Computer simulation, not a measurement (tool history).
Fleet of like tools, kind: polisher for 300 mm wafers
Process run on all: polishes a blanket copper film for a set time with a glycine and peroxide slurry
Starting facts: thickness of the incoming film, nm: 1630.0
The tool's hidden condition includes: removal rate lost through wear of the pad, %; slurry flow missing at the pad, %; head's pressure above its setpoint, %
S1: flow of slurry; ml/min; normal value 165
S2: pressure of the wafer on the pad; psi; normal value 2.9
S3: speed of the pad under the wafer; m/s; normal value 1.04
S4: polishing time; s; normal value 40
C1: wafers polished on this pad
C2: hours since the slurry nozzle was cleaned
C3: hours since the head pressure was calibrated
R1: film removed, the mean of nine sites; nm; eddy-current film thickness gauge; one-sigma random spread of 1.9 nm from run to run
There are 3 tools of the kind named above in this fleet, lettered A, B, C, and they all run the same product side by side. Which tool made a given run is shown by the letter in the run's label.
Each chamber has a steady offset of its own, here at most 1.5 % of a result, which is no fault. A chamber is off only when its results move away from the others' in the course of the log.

{"run": "1B", "hour": 7.1, "S1": 165, "S2": 2.9, "S3": 1.04, "S4": 40, "C1": 149, "C2": 591.9, "C3": 231.7, "R1": 251.16}
{"hour": 9.5, "done": "chamber C: worn pad replaced by a new one"}
{"run": "2C", "hour": 18.3, "S1": 165, "S2": 2.9, "S3": 1.04, "S4": 40, "C1": 118, "C2": 238.4, "C3": 337.1, "R1": 248.99}
{"run": "3A", "hour": 26.0, "S1": 165, "S2": 2.9, "S3": 1.04, "S4": 40, "C1": 616, "C2": 406.3, "C3": 810.6, "R1": 252.89}
{"run": "4A", "hour": 36.0, "S1": 165, "S2": 2.9, "S3": 1.04, "S4": 40, "C1": 750, "C2": 416.3, "C3": 820.6, "R1": 248.92}
{"run": "5B", "hour": 46.6, "S1": 165, "S2": 2.9, "S3": 1.04, "S4": 40, "C1": 679, "C2": 631.4, "C3": 271.2, "R1": 248.94}
{"run": "6C", "hour": 56.0, "S1": 165, "S2": 2.9, "S3": 1.04, "S4": 40, "C1": 625, "C2": 276.1, "C3": 374.8, "R1": 247.89}
{"hour": 57.3, "done": "chamber C: slurry nozzle cleaned"}
{"hour": 59.0, "done": "chamber A: worn pad replaced by a new one"}
{"run": "7B", "hour": 62.1, "S1": 165, "S2": 2.9, "S3": 1.04, "S4": 40, "C1": 887, "C2": 646.9, "C3": 286.7, "R1": 252.81}
{"run": "8C", "hour": 68.1, "S1": 165, "S2": 2.9, "S3": 1.04, "S4": 40, "C1": 787, "C2": 10.8, "C3": 386.9, "R1": 248.11}
{"hour": 72.3, "done": "chamber B: slurry nozzle cleaned"}
{"run": "9A", "hour": 76.0, "S1": 165, "S2": 2.9, "S3": 1.04, "S4": 40, "C1": 228, "C2": 456.3, "C3": 860.6, "R1": 251.37}
{"hour": 80.0, "done": "chamber B: worn pad replaced by a new one"}
{"run": "10B", "hour": 83.5, "S1": 140, "S2": 2.9, "S3": 0.78, "S4": 40, "C1": 47, "C2": 11.2, "C3": 308.1, "R1": 194.73}
{"run": "11A", "hour": 95.7, "S1": 140, "S2": 2.9, "S3": 0.78, "S4": 40, "C1": 493, "C2": 476.0, "C3": 880.3, "R1": 191.31}
{"run": "12C", "hour": 103.8, "S1": 140, "S2": 2.9, "S3": 0.78, "S4": 40, "C1": 1266, "C2": 46.5, "C3": 422.6, "R1": 191.36}
{"run": "13C", "hour": 110.6, "S1": 165, "S2": 2.9, "S3": 1.04, "S4": 40, "C1": 1358, "C2": 53.3, "C3": 429.4, "R1": 249.92}
{"run": "14A", "hour": 120.1, "S1": 165, "S2": 2.6, "S3": 1.04, "S4": 47, "C1": 820, "C2": 500.4, "C3": 904.7, "R1": 264.04}
{"hour": 125.7, "done": "chamber C: worn pad replaced by a new one"}
{"run": "15B", "hour": 131.9, "S1": 165, "S2": 2.6, "S3": 1.04, "S4": 47, "C1": 696, "C2": 59.6, "C3": 356.5, "R1": 267.5}
{"hour": 143.3, "done": "chamber A: worn pad replaced by a new one"}
{"run": "16A", "hour": 143.5, "S1": 165, "S2": 2.6, "S3": 1.04, "S4": 47, "C1": 3, "C2": 523.8, "C3": 928.1, "R1": 269.21}
{"hour": 153.2, "done": "chamber B: worn pad replaced by a new one"}
{"run": "17B", "hour": 154.2, "S1": 165, "S2": 2.9, "S3": 1.04, "S4": 40, "C1": 13, "C2": 81.9, "C3": 378.8, "R1": 250.8}
{"run": "18C", "hour": 161.8, "S1": 165, "S2": 2.9, "S3": 1.04, "S4": 40, "C1": 485, "C2": 104.5, "C3": 480.6, "R1": 250.46}
{"run": "19C", "hour": 169.4, "S1": 165, "S2": 2.9, "S3": 1.04, "S4": 40, "C1": 587, "C2": 112.1, "C3": 488.2, "R1": 250.23}
{"run": "20B", "hour": 179.8, "S1": 165, "S2": 2.9, "S3": 1.04, "S4": 40, "C1": 357, "C2": 107.5, "C3": 404.4, "R1": 252.7}
{"run": "21A", "hour": 189.8, "S1": 165, "S2": 2.9, "S3": 1.04, "S4": 40, "C1": 625, "C2": 570.1, "C3": 974.4, "R1": 251.84}
{"run": "22A", "hour": 201.0, "S1": 165, "S2": 2.9, "S3": 1.04, "S4": 40, "C1": 775, "C2": 581.3, "C3": 985.6, "R1": 249.5}
{"run": "23B", "hour": 212.2, "S1": 115, "S2": 2.9, "S3": 1.04, "S4": 52, "C1": 792, "C2": 139.9, "C3": 436.8, "R1": 310.15}
{"run": "24C", "hour": 223.7, "S1": 115, "S2": 2.9, "S3": 1.04, "S4": 52, "C1": 1316, "C2": 166.4, "C3": 542.5, "R1": 303.87}
{"hour": 225.9, "done": "chamber B: worn pad replaced by a new one"}
{"hour": 226.5, "done": "chamber A: worn pad replaced by a new one"}
{"run": "25B", "hour": 230.8, "S1": 115, "S2": 2.9, "S3": 1.04, "S4": 52, "C1": 66, "C2": 158.5, "C3": 455.4, "R1": 306.45}
{"run": "26A", "hour": 238.4, "S1": 165, "S2": 2.9, "S3": 1.04, "S4": 40, "C1": 160, "C2": 618.7, "C3": 1023.0, "R1": 247.56}
{"hour": 242.9, "done": "chamber C: worn pad replaced by a new one"}
{"run": "27C", "hour": 244.8, "S1": 165, "S2": 2.9, "S3": 1.04, "S4": 40, "C1": 26, "C2": 187.5, "C3": 563.6, "R1": 247.17}
{"run": "28A", "hour": 256.9, "S1": 165, "S2": 2.9, "S3": 1.04, "S4": 40, "C1": 408, "C2": 637.2, "C3": 1041.5, "R1": 248.93}
{"run": "29B", "hour": 269.5, "S1": 165, "S2": 2.9, "S3": 1.04, "S4": 40, "C1": 586, "C2": 197.2, "C3": 494.1, "R1": 250.51}
{"run": "30C", "hour": 281.1, "S1": 195, "S2": 2.9, "S3": 0.68, "S4": 40, "C1": 513, "C2": 223.8, "C3": 599.9, "R1": 182.37}
{"run": "31C", "hour": 288.4, "S1": 195, "S2": 2.9, "S3": 0.68, "S4": 40, "C1": 612, "C2": 231.1, "C3": 607.2, "R1": 178.59}
{"run": "32A", "hour": 294.8, "S1": 195, "S2": 2.9, "S3": 0.68, "S4": 40, "C1": 917, "C2": 675.1, "C3": 1079.4, "R1": 182.42}
{"hour": 297.1, "done": "chamber B: worn pad replaced by a new one"}
{"run": "33B", "hour": 305.0, "S1": 165, "S2": 2.9, "S3": 1.04, "S4": 40, "C1": 106, "C2": 232.7, "C3": 529.6, "R1": 248.14}
{"run": "34C", "hour": 314.6, "S1": 165, "S2": 2.9, "S3": 1.04, "S4": 40, "C1": 963, "C2": 257.3, "C3": 633.4, "R1": 249.72}
{"hour": 320.1, "done": "chamber A: worn pad replaced by a new one"}
{"run": "35B", "hour": 322.2, "S1": 165, "S2": 2.9, "S3": 1.04, "S4": 40, "C1": 337, "C2": 249.9, "C3": 546.8, "R1": 254.16}
{"hour": 324.2, "done": "chamber A: slurry nozzle cleaned"}
{"run": "36A", "hour": 328.9, "S1": 165, "S2": 2.9, "S3": 1.04, "S4": 40, "C1": 118, "C2": 4.8, "C3": 1113.5, "R1": 248.84}
{"hour": 329.1, "done": "chamber C: slurry nozzle cleaned"}
{"hour": 331.2, "done": "chamber A: head pressure recalibrated"}
{"run": "37B", "hour": 339.4, "S1": 165, "S2": 2.9, "S3": 1.04, "S4": 40, "C1": 568, "C2": 267.1, "C3": 564.0, "R1": 250.97}
{"hour": 339.5, "done": "chamber C: worn pad replaced by a new one"}
{"run": "38A", "hour": 345.1, "S1": 165, "S2": 2.9, "S3": 1.04, "S4": 40, "C1": 336, "C2": 21.0, "C3": 14.0, "R1": 249.42}
{"run": "39C", "hour": 356.8, "S1": 165, "S2": 2.9, "S3": 1.04, "S4": 40, "C1": 232, "C2": 27.7, "C3": 675.6, "R1": 251.59}
{"run": "40A", "hour": 362.6, "S1": 165, "S2": 2.9, "S3": 1.04, "S4": 40, "C1": 571, "C2": 38.5, "C3": 31.5, "R1": 245.27}

For the next run the whole fleet of 3 chambers uses the same settings. Give each chamber's results:
{"run": "41A", "hour": 371.7, "S1": 200, "S2": 2.9, "S3": 1.04, "S4": 40, "R1": "?"}
{"run": "41B", "hour": 371.7, "S1": 200, "S2": 2.9, "S3": 1.04, "S4": 40, "R1": "?"}
{"run": "41C", "hour": 371.7, "S1": 200, "S2": 2.9, "S3": 1.04, "S4": 40, "R1": "?"}

run=41A R1=250.59
run=41B R1=257.19
run=41C R1=257.71
